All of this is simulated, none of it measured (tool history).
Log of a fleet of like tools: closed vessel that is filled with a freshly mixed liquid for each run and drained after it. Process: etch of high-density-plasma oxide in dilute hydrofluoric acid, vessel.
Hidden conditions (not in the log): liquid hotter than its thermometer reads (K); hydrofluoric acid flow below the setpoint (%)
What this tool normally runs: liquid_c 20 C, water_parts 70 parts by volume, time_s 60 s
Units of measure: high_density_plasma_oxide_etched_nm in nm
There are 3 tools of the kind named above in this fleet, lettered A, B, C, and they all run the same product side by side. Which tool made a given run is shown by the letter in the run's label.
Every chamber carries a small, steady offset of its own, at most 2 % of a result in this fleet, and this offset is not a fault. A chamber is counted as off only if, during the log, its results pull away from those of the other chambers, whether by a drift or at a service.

run     day  liquid_c  water_parts  time_s  hours since the thermometer was replaced  hours since the hydrofluoric acid flow meter was replaced  read-back film thickness of the high-density-plasma oxide reference wafer, read on the same gauge (nm)  high_density_plasma_oxide_etched_nm
 1B   0.571        20           70      60                                     195.8                                                        182                                                                                                     140                               6.5927
 2C   0.979        20           70      60                                     569.3                                                        741                                                                                                     140                               6.5818
 3A   1.517        20           70      60                                       150                                                      195.2                                                                                                     140                               6.6746
 4B   2.154        20           70      60                                     233.8                                                        220                                                                                                  139.98                               6.6241
 5A    2.55        17           70      60                                     174.8                                                        220                                                                                                  140.02                               5.8868
 6C   2.996        17           70      60                                     617.7                                                      789.4                                                                                                     140                               5.6967
 7A   3.488        17           70      60                                     197.3                                                      242.5                                                                                                  140.01                               5.8668
 8B       4        17           70      35                                     278.1                                                      264.3                                                                                                  140.02                               3.4346
 9C   4.417        17           70      35                                     651.8                                                      823.5                                                                                                  139.94                               3.3984
10B   4.742        17           70      35                                     295.9                                                      282.1                                                                                                  140.02                               3.4659
11C   5.221        20           70      60                                     671.1                                                      842.8                                                                                                     140                               6.5258
12A   5.592        20           70      60                                     247.8                                                        293                                                                                                  139.99                               6.6801
13B   6.204        20           45      70                                       331                                                      317.2                                                                                                     140                               12.531
14C   6.746        20           45      70                                     707.7                                                      879.4                                                                                                  140.01                               12.095
15A   7.375        20           45      70                                     290.6                                                      335.8                                                                                                     140                               12.248
16C   7.817      23.5           70      60                                     733.4                                                      905.1                                                                                                  139.99                               7.6026
17B   8.171      23.5           70      60                                     378.2                                                      364.4                                                                                                  140.01                               7.7741
18A   8.767      23.5           70      60                                       324                                                      369.2                                                                                                  139.98                               7.4701
19B   9.262        20           70      60                                     404.4                                                      390.6                                                                                                  139.99                               6.6615
20A   9.688        20           70      60                                     346.1                                                      391.3                                                                                                  139.99                               6.4717
21C  10.304        20           70      60                                     793.1                                                      964.8                                                                                                  140.02                               6.5796
22B  10.829        20           70      60                                       442                                                      428.2                                                                                                  140.01                               6.6296
23C  11.212        20           70      60                                     814.9                                                      986.6                                                                                                  139.99                               6.5265
24A  11.783        20           70      60                                     396.4                                                      441.6                                                                                                  139.99                               6.3676
25C  12.221        20           70      60                                     839.1                                                     1010.8                                                                                                  140.01                               6.4386
26A  12.854        18           60      60                                     422.1                                                      467.3                                                                                                  140.04                               6.7907
27B  13.242        18           60      60                                     499.9                                                      486.1                                                                                                  139.97                               7.0931
28C  13.867        18           60      60                                     878.6                                                     1050.3                                                                                                  139.99                                7.096
29B  14.158      22.5           50      60                                     521.9                                                      508.1                                                                                                  139.99                               10.719
30A  14.512      22.5           50      60                                     461.9                                                      507.1                                                                                                  140.02                               9.9281
31A  14.942      22.5           50      60                                     472.2                                                      517.4                                                                                                  139.96                               9.7448
32B  15.321        20           70      60                                     549.8                                                        536                                                                                                     140                               6.6163
33C  15.904        20           70      60                                     927.5                                                     1099.2                                                                                                  139.99                               6.6018
34B  16.417        20           70      60                                     576.1                                                      562.3                                                                                                     140                               6.6761
35C  16.938        20           70      60                                     952.3                                                       1124                                                                                                  139.96                               6.6021
36A  17.283        20           70      60                                     528.4                                                      573.6                                                                                                  140.02                               6.0893
37B  17.925        20           70      60                                     612.3                                                      598.5                                                                                                     140                               6.6872

Is one chamber out of step, is the gauge drifting, or do the chambers differ by no more than their own small offsets? For an off chamber, give its letter and the likeliest cause.

Chamber A drifts away from the others.
Cause: hydrofluoric acid flow below the setpoint (%) = 9.32.
From this log alone, it may not be told apart from: liquid colder than its thermometer reads (K).

Here are 4 candidates for chamber A's next run, each the usual settings with a change, their results left as question marks. Which one brings its results back in line with what the others give on the usual settings?
In line here means within this much of the mean the other chambers give on the usual settings: high_density_plasma_oxide_etched_nm 0.19 nm
38A-1  18.392      17.5           70      60                                                                                                                                                                                                                                                 ?
38A-2  18.392      19.5           75      55                                                                                                                                                                                                                                                 ?
38A-3  18.392      20.5           70      65                                                                                                                                                                                                                                                 ?
38A-4  18.392        20           60      60                                                                                                                                                                                                                                                 ?

The mean the other chambers reach with the usual settings: high_density_plasma_oxide_etched_nm 6.6244 nm
  run  high_density_plasma_oxide_etched_nm
38A-1                               5.3749
38A-2                               4.9672
38A-3                               6.5909
38A-4                               7.0407
38A-3 puts the chamber back in line with the other chambers.
